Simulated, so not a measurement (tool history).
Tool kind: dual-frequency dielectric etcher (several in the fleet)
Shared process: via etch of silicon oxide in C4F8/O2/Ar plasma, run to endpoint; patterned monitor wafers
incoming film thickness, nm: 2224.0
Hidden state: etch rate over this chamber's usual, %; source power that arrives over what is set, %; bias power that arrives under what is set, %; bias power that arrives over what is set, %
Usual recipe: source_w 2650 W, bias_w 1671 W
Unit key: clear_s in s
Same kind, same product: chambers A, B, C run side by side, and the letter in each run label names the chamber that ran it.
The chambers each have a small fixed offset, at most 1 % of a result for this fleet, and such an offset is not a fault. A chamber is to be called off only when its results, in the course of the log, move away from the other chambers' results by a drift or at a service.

run,day,source_w,bias_w,hours since the last wet clean,hours since the last source power generator calibration,hours since the last bias power generator calibration,clear_s
1A,0.183,2650,1671,323.1,1399.9,2166.9,408.43
2B,0.350,2650,1671,123.4,3438.8,2362.2,412.62
3C,0.558,2650,1671,232.2,3631.1,1564.7,412.38
4B,0.708,2650,1671,132.0,3447.4,2370.8,414.79
5A,0.912,2650,1671,340.6,1417.4,2184.4,407.73
6C,1.046,2650,1671,243.9,3642.8,1576.4,413.29
7C,1.258,2650,1671,249.0,3647.9,1581.5,415.72
8B,1.388,3110,2007,148.3,3463.7,2387.1,372.65
9A,1.533,3110,2007,355.5,1432.3,2199.3,365.64
10B,1.721,3110,2007,156.3,3471.7,2395.1,371.94
11C,1.942,2650,1671,265.4,3664.3,1597.9,415.61
12A,2.079,2650,1671,368.6,1445.4,2212.4,411.19
13C,2.308,2650,1671,274.2,3673.1,1606.7,415.04
14A,2.450,2650,1671,377.5,1454.3,2221.3,407.32
15B,2.588,2650,1671,177.1,3492.5,2415.9,414.97
16C,2.812,2650,1671,286.3,3685.2,1618.8,411.92
17B,3.012,2650,1671,187.3,3502.7,2426.1,415.23
18A,3.121,2650,1671,393.6,1470.4,2237.4,407.41
19A,3.279,2650,1671,397.4,1474.2,2241.2,409.89
20B,3.396,2650,1671,196.5,3511.9,2435.3,416.77
21C,3.588,2650,1671,304.9,3703.8,1637.4,408.95
22C,3.700,2650,1671,307.6,3706.5,1640.1,406.17
23A,3.879,2650,1671,411.8,1488.6,2255.6,410.07
24B,3.996,2210,1671,210.9,3526.3,2449.7,446.15
# day 4.112: chamber A: wet clean of the chamber
25A,4.204,2210,1671,2.3,1496.4,2263.4,441.75
26B,4.417,2210,1671,221.0,3536.4,2459.8,446.71
27C,4.583,2650,1671,328.8,3727.7,1661.3,403.19
28C,4.829,2930,1323,334.7,3733.6,1667.2,411.05
29A,5.054,2930,1323,22.7,1516.8,2283.8,413.70
30B,5.200,2930,1323,239.8,3555.2,2478.6,419.46
31B,5.408,2650,1671,244.8,3560.2,2483.6,412.67
32C,5.562,2650,1671,352.3,3751.2,1684.8,391.47
33A,5.696,2650,1671,38.1,1532.2,2299.2,413.44
34A,5.862,2650,1671,42.1,1536.2,2303.2,413.01
35B,5.996,2650,1671,258.9,3574.3,2497.7,414.23
36C,6.212,2650,1671,367.9,3766.8,1700.4,391.85

Is one chamber out of step, is the gauge drifting, or do the chambers differ by no more than their own small offsets? For an off chamber, give its letter and the likeliest cause.

Little by little, chamber C moves away from the other chambers.
What lies behind it: etch rate over this chamber's usual, % = 5.36.

Here are 4 candidates for chamber C's next run, each the usual settings with a change, their results left as question marks. Which one brings its results back in line with what the others give on the usual settings?
Counts as in line when no further than this from what the other chambers average on the usual settings: clear_s 7.10 s
37C-1,6.392,2650,1559,,,,?
37C-2,6.392,2770,1671,,,,?
37C-3,6.392,2970,1671,,,,?
37C-4,6.392,2420,1577,,,,?

Average result of the remaining chambers running the usual settings: clear_s 412.23 s
run,clear_s
37C-1,400.38
37C-2,386.17
37C-3,375.41
37C-4,414.16
37C-4 brings the chamber back in line.

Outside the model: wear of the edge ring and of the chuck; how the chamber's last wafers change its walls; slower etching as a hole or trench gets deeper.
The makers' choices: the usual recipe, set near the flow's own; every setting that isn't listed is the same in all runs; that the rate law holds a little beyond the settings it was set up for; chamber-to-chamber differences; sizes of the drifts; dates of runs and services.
